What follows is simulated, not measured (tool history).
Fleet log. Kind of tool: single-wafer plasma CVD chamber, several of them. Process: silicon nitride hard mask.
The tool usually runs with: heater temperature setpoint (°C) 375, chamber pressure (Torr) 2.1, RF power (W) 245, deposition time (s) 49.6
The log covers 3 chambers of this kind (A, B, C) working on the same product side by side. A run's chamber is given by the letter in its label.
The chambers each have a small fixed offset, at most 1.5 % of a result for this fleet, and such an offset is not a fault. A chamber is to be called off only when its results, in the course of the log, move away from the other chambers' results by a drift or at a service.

run,hour,heater temperature setpoint (°C),chamber pressure (Torr),RF power (W),deposition time (s),"read-back reference wafer on the same gauge, thickness_nm",mean film thickness on the monitor wafer (nm)
1C,9.9,375,2.1,245,49.6,58.623,53.996
2B,19.1,375,2.1,245,49.6,58.575,54.777
3A,31.4,375,2.1,245,49.6,58.597,53.695
4A,45.5,375,2.1,245,49.6,58.541,53.72
5B,58.7,367,2.1,245,49.6,58.567,54.14
6C,69.8,367,2.1,245,49.6,58.558,54.755
7A,81.6,367,2.1,245,49.6,58.594,54.143
8C,95.5,375,2.1,245,49.6,58.644,53.925
# hour 104.5: chamber B: RF generator calibrated
9B,110.4,375,2.1,245,49.6,58.66,55.089
10A,123.3,375,2.1,245,49.6,58.583,53.455
11C,133.2,375,2.1,245,49.6,58.624,53.802
12B,145.2,361,2.1,245,45.8,58.556,50.807
13A,157.8,361,2.1,245,45.8,58.571,49.559
# hour 159.3: chamber A: thermocouple changed; heater temperature recalibrated
14C,166.9,361,2.1,245,45.8,58.645,50.148
15B,179,375,2.1,245,49.6,58.564,54.489
16C,188.3,364,2.1,245,44.8,58.613,48.758
17A,198.9,364,2.1,245,44.8,58.589,48.68
18B,208.9,364,2.1,245,44.8,58.655,49.873
19C,222.8,375,1.74,245,45.1,58.673,46.153
20B,234.3,375,1.74,245,45.1,58.704,47.219
21A,244,375,1.74,245,45.1,58.601,46.116
22C,256.2,375,2.1,245,49.6,58.634,53.487
23B,264.5,375,2.1,245,49.6,58.681,54.888
24A,271.1,375,2.1,245,49.6,58.653,53.263
25C,278.4,375,2.1,245,49.6,58.562,52.738
26B,291.9,375,2.1,245,49.6,58.606,54.733
27A,301,375,2.1,245,49.6,58.55,52.969
28A,313.1,375,2.1,245,49.6,58.615,53.465
29C,326.9,375,2.1,245,49.6,58.601,52.955
30B,333.8,375,2.1,245,49.6,58.557,54.897
31B,344.3,375,2.1,245,49.6,58.614,54.812
32C,357.4,375,2.1,245,49.6,58.601,52.848
33A,365.9,375,2.1,245,49.6,58.592,53.438
34B,374.4,375,2.1,245,49.6,58.606,55.001
35C,387.1,375,2.1,245,49.6,58.624,52.555
36A,402.2,375,2.1,245,49.6,58.559,53.373
# hour 404.1: chamber B: thermocouple changed; heater temperature recalibrated
37C,413.2,375,2.1,245,49.6,58.652,52.445
38B,426.6,375,2.1,275,49.6,58.608,59.107
39A,435,375,2.1,275,49.6,58.66,57.543
40B,442.2,375,2.1,275,49.6,58.557,59.21
41A,457.2,375,2.1,245,49.6,58.544,53.443
42C,466.2,375,2.1,245,49.6,58.627,52.379
43C,474,375,2.1,245,49.6,58.569,52.142
44B,483.3,375,2.1,245,49.6,58.607,54.671

Predict what each chamber gives when all 3 of them run the settings below next.
45A,494.1,375,2.1,245,53.4,,?
45B,494.1,375,2.1,245,53.4,,?
45C,494.1,375,2.1,245,53.4,,?

run,mean film thickness on the monitor wafer (nm)
45A,57.207
45B,59.092
45C,56.506
